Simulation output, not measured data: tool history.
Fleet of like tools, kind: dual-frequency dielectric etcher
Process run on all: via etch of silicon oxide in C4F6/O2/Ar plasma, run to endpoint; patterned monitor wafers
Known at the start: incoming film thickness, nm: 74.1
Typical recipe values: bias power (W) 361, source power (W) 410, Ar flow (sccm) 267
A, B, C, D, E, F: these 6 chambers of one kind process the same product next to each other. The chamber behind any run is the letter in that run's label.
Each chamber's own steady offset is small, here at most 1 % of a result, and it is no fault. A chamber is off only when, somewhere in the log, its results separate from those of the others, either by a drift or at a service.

{"run": "1D", "hour": 10.1, "bias power (W)": 361, "source power (W)": 410, "Ar flow (sccm)": 267, "endpoint time (s)": 17.908}
{"run": "2B", "hour": 17.0, "bias power (W)": 361, "source power (W)": 410, "Ar flow (sccm)": 267, "endpoint time (s)": 17.984}
{"run": "3F", "hour": 26.1, "bias power (W)": 361, "source power (W)": 410, "Ar flow (sccm)": 267, "endpoint time (s)": 18.081}
{"run": "4A", "hour": 31.8, "bias power (W)": 361, "source power (W)": 410, "Ar flow (sccm)": 267, "endpoint time (s)": 18.218}
{"run": "5E", "hour": 43.1, "bias power (W)": 361, "source power (W)": 410, "Ar flow (sccm)": 267, "endpoint time (s)": 18.086}
{"run": "6C", "hour": 48.7, "bias power (W)": 361, "source power (W)": 360, "Ar flow (sccm)": 211, "endpoint time (s)": 18.199}
{"run": "7B", "hour": 54.3, "bias power (W)": 361, "source power (W)": 360, "Ar flow (sccm)": 211, "endpoint time (s)": 18.429}
{"run": "8F", "hour": 65.2, "bias power (W)": 361, "source power (W)": 360, "Ar flow (sccm)": 211, "endpoint time (s)": 18.554}
{"run": "9C", "hour": 75.4, "bias power (W)": 361, "source power (W)": 360, "Ar flow (sccm)": 211, "endpoint time (s)": 18.25}
{"run": "10A", "hour": 80.6, "bias power (W)": 361, "source power (W)": 360, "Ar flow (sccm)": 211, "endpoint time (s)": 18.422}
{"run": "11D", "hour": 85.9, "bias power (W)": 361, "source power (W)": 360, "Ar flow (sccm)": 211, "endpoint time (s)": 18.374}
{"run": "12E", "hour": 93.7, "bias power (W)": 275, "source power (W)": 480, "Ar flow (sccm)": 267, "endpoint time (s)": 18.649}
{"run": "13C", "hour": 100.0, "bias power (W)": 275, "source power (W)": 480, "Ar flow (sccm)": 267, "endpoint time (s)": 18.546}
{"run": "14F", "hour": 107.3, "bias power (W)": 275, "source power (W)": 480, "Ar flow (sccm)": 267, "endpoint time (s)": 18.734}
{"run": "15A", "hour": 114.2, "bias power (W)": 275, "source power (W)": 480, "Ar flow (sccm)": 267, "endpoint time (s)": 18.579}
{"hour": 119.3, "done": "chamber E: bias power generator calibrated"}
{"run": "16D", "hour": 122.1, "bias power (W)": 275, "source power (W)": 480, "Ar flow (sccm)": 267, "endpoint time (s)": 18.53}
{"run": "17E", "hour": 133.3, "bias power (W)": 275, "source power (W)": 480, "Ar flow (sccm)": 267, "endpoint time (s)": 18.632}
{"run": "18B", "hour": 139.1, "bias power (W)": 361, "source power (W)": 410, "Ar flow (sccm)": 267, "endpoint time (s)": 18.005}
{"hour": 143.6, "done": "chamber D: wet clean of the chamber"}
{"run": "19C", "hour": 147.8, "bias power (W)": 361, "source power (W)": 470, "Ar flow (sccm)": 267, "endpoint time (s)": 17.009}
{"run": "20A", "hour": 158.0, "bias power (W)": 361, "source power (W)": 470, "Ar flow (sccm)": 267, "endpoint time (s)": 17.015}
{"run": "21D", "hour": 168.0, "bias power (W)": 361, "source power (W)": 470, "Ar flow (sccm)": 267, "endpoint time (s)": 17.052}
{"run": "22E", "hour": 175.6, "bias power (W)": 361, "source power (W)": 470, "Ar flow (sccm)": 267, "endpoint time (s)": 17.157}
{"run": "23B", "hour": 183.0, "bias power (W)": 361, "source power (W)": 470, "Ar flow (sccm)": 267, "endpoint time (s)": 17.006}
{"run": "24F", "hour": 189.7, "bias power (W)": 361, "source power (W)": 470, "Ar flow (sccm)": 267, "endpoint time (s)": 17.21}
{"run": "25E", "hour": 198.7, "bias power (W)": 361, "source power (W)": 410, "Ar flow (sccm)": 267, "endpoint time (s)": 18.121}
{"run": "26F", "hour": 210.1, "bias power (W)": 437, "source power (W)": 480, "Ar flow (sccm)": 267, "endpoint time (s)": 15.988}
{"hour": 214.2, "done": "chamber E: wet clean of the chamber"}
{"run": "27D", "hour": 217.5, "bias power (W)": 437, "source power (W)": 480, "Ar flow (sccm)": 267, "endpoint time (s)": 15.835}
{"hour": 220.0, "done": "chamber B: wet clean of the chamber"}
{"run": "28B", "hour": 228.6, "bias power (W)": 437, "source power (W)": 480, "Ar flow (sccm)": 267, "endpoint time (s)": 15.896}
{"hour": 228.8, "done": "chamber B: Ar flow controller replaced"}
{"run": "29C", "hour": 238.6, "bias power (W)": 437, "source power (W)": 480, "Ar flow (sccm)": 267, "endpoint time (s)": 15.668}
{"run": "30A", "hour": 247.0, "bias power (W)": 437, "source power (W)": 480, "Ar flow (sccm)": 267, "endpoint time (s)": 15.659}
{"run": "31B", "hour": 252.9, "bias power (W)": 437, "source power (W)": 480, "Ar flow (sccm)": 267, "endpoint time (s)": 15.759}
{"hour": 256.6, "done": "chamber A: Ar flow controller replaced"}
{"run": "32F", "hour": 258.5, "bias power (W)": 361, "source power (W)": 410, "Ar flow (sccm)": 267, "endpoint time (s)": 18.06}
{"run": "33C", "hour": 269.1, "bias power (W)": 361, "source power (W)": 410, "Ar flow (sccm)": 267, "endpoint time (s)": 17.909}
{"run": "34E", "hour": 279.0, "bias power (W)": 361, "source power (W)": 410, "Ar flow (sccm)": 267, "endpoint time (s)": 18.138}
{"run": "35A", "hour": 284.6, "bias power (W)": 361, "source power (W)": 410, "Ar flow (sccm)": 267, "endpoint time (s)": 17.786}
{"run": "36D", "hour": 291.5, "bias power (W)": 361, "source power (W)": 410, "Ar flow (sccm)": 267, "endpoint time (s)": 17.936}

Next, all 6 chambers run the settings below, one line each with question marks for the results. What does each chamber give?
{"run": "37A", "hour": 299.7, "bias power (W)": 361, "source power (W)": 410, "Ar flow (sccm)": 267, "endpoint time (s)": "?"}
{"run": "37B", "hour": 299.7, "bias power (W)": 361, "source power (W)": 410, "Ar flow (sccm)": 267, "endpoint time (s)": "?"}
{"run": "37C", "hour": 299.7, "bias power (W)": 361, "source power (W)": 410, "Ar flow (sccm)": 267, "endpoint time (s)": "?"}
{"run": "37D", "hour": 299.7, "bias power (W)": 361, "source power (W)": 410, "Ar flow (sccm)": 267, "endpoint time (s)": "?"}
{"run": "37E", "hour": 299.7, "bias power (W)": 361, "source power (W)": 410, "Ar flow (sccm)": 267, "endpoint time (s)": "?"}
{"run": "37F", "hour": 299.7, "bias power (W)": 361, "source power (W)": 410, "Ar flow (sccm)": 267, "endpoint time (s)": "?"}

run=37A endpoint_time_(s)=17.781
run=37B endpoint_time_(s)=18.080
run=37C endpoint_time_(s)=17.866
run=37D endpoint_time_(s)=17.974
run=37E endpoint_time_(s)=18.149
run=37F endpoint_time_(s)=18.086
